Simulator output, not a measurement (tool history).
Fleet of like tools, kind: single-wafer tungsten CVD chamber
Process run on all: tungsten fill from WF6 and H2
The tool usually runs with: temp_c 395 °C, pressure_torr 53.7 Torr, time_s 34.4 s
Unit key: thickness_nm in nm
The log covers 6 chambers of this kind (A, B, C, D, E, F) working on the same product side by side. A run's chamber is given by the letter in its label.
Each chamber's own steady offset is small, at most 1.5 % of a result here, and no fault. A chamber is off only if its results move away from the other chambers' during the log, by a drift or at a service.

run	day	temp_c	pressure_torr	time_s	read-back reference wafer on the same gauge, thickness_nm	thickness_nm
1C	0.35	395	53.7	34.4	133.89	118.53
2A	0.662	395	53.7	34.4	134.08	120.73
3E	0.929	395	53.7	34.4	133.91	118.87
4D	1.154	395	53.7	34.4	133.96	121.11
5B	1.446	395	53.7	34.4	134.01	119.51
6F	1.608	400	53.7	38.7	133.83	147.62
7C	1.842	400	53.7	38.7	133.89	145.05
8E	2.071	400	53.7	38.7	133.81	147.41
# day 2.108: chamber C: thermocouple changed; heater temperature recalibrated
9D	2.358	400	53.7	38.7	133.92	152.24
10A	2.708	400	53.7	38.7	134.05	148.68
11B	2.871	400	53.7	38.7	133.96	145.86
12F	3.104	395	53.7	34.4	133.89	119.28
13C	3.438	395	53.7	34.4	133.97	119.06
14B	3.771	395	53.7	34.4	134.14	118.66
15F	4.017	395	53.7	34.4	134.1	118.03
16E	4.183	395	53.7	34.4	134.05	118.27
17A	4.458	395	53.7	34.4	134.06	118.1
18D	4.746	395	53.7	34.4	134.16	121.6
19E	5.083	395	53.7	34.4	133.94	119.91
20B	5.246	395	53.7	39.1	134.04	134.63
21A	5.512	395	53.7	39.1	133.88	134.03
22F	5.817	395	53.7	39.1	134.05	135.49
23C	6.146	395	53.7	39.1	133.92	135.46
24D	6.462	395	53.7	39.1	134.07	139.07
25E	6.646	395	53.7	39.1	134.05	135.57
26D	6.896	395	53.7	34.4	133.96	121.42
27B	7.167	395	53.7	34.4	134.04	118.83
28C	7.529	395	53.7	34.4	134.03	117.38
29F	7.796	395	53.7	34.4	134.11	118.35
30A	8.058	395	53.7	34.4	133.97	115.18
31C	8.312	395	53.7	34.4	133.89	118.71
32F	8.571	395	53.7	34.4	133.94	119.01
33B	8.825	395	53.7	34.4	134.01	118.3
34D	9.025	395	53.7	34.4	133.85	120.6
35A	9.317	395	53.7	39.5	134.03	132.46
36E	9.575	395	53.7	39.5	134.18	136.68
37C	9.888	395	53.7	39.5	134.08	136.18

For the next run the whole fleet of 6 chambers uses the same settings. Give each chamber's results:
38A	10.15	395	53.7	34.4		?
38B	10.15	395	53.7	34.4		?
38C	10.15	395	53.7	34.4		?
38D	10.15	395	53.7	34.4		?
38E	10.15	395	53.7	34.4		?
38F	10.15	395	53.7	34.4		?

run	thickness_nm
38A	113.89
38B	117.08
38C	118.49
38D	121.44
38E	120.57
38F	120.3
